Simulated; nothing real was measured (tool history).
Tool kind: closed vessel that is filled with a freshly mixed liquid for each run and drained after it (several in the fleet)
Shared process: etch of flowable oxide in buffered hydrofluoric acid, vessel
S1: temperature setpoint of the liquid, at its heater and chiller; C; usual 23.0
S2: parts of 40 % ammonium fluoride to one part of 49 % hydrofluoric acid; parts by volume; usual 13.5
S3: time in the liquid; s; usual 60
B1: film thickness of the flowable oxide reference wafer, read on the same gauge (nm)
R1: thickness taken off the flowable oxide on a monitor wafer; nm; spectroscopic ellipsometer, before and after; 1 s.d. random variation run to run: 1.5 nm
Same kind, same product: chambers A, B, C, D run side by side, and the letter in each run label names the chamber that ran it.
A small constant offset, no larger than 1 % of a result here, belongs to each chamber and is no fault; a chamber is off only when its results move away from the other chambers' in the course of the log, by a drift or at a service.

run	hour	S1	S2	S3	B1	R1
1C	10.6	23.0	13.5	60	129.99	157.74
2D	26.4	23.0	13.5	60	130.01	158.08
3A	42.1	23.0	13.5	60	129.98	158.89
4B	51.0	23.0	13.5	60	129.99	155.34
5C	66.2	23.0	13.5	60	130.00	156.71
6B	74.7	19.5	13.5	60	129.99	128.59
7D	85.2	19.5	13.5	60	129.98	129.48
8A	97.9	19.5	13.5	60	130.01	130.73
9D	109.4	19.5	13.5	60	130.00	131.41
10A	122.1	23.0	13.5	60	129.99	156.16
11C	130.8	23.0	13.5	60	130.00	157.77
12B	141.5	23.0	13.5	60	129.99	156.90
13B	156.2	23.0	13.5	60	129.99	157.26
14C	164.6	23.0	13.5	60	130.01	158.71
15A	173.0	23.0	13.5	60	130.01	156.19
16D	181.7	23.0	13.5	60	130.02	156.29
17C	193.0	23.0	13.5	60	130.00	160.85
# hour 194.7: chamber C: hydrofluoric acid flow meter replaced
18B	200.3	23.0	11.5	85	130.01	258.55
19D	210.6	23.0	11.5	85	130.02	258.98
20A	226.4	23.0	11.5	85	129.99	258.69
21A	233.3	23.0	11.5	85	130.00	262.99
22B	240.3	23.0	13.5	60	130.01	155.99
23C	250.3	23.0	11.0	60	130.00	193.94
24D	258.2	23.0	11.0	60	129.99	193.68
25B	273.8	23.0	11.0	60	130.02	191.55
26A	283.0	23.0	11.0	60	130.01	190.90
# hour 293.4: chamber C: thermometer replaced
27D	294.5	24.5	13.5	60	130.00	166.38
28C	308.8	24.5	13.5	60	130.00	172.85
29C	320.0	24.5	13.5	60	130.01	173.23
# hour 326.4: chamber A: thermometer replaced
30B	330.6	24.5	13.5	60	130.00	170.43
31D	338.1	23.0	13.5	60	129.98	157.76
32A	346.2	23.0	13.5	60	130.00	156.65
33D	358.4	23.0	13.5	60	130.01	156.95
34A	371.5	23.0	13.5	60	130.01	161.82
35C	380.5	23.0	13.5	60	130.01	157.24
36B	392.6	23.0	13.5	60	130.00	158.08
37B	401.2	20.5	13.5	45	129.99	103.27

All 4 chambers run these settings next. Forecast each chamber's results:
38A	412.7	23.0	13.5	60		?
38B	412.7	23.0	13.5	60		?
38C	412.7	23.0	13.5	60		?
38D	412.7	23.0	13.5	60		?

run	R1
38A	157.32
38B	159.68
38C	156.45
38D	156.18
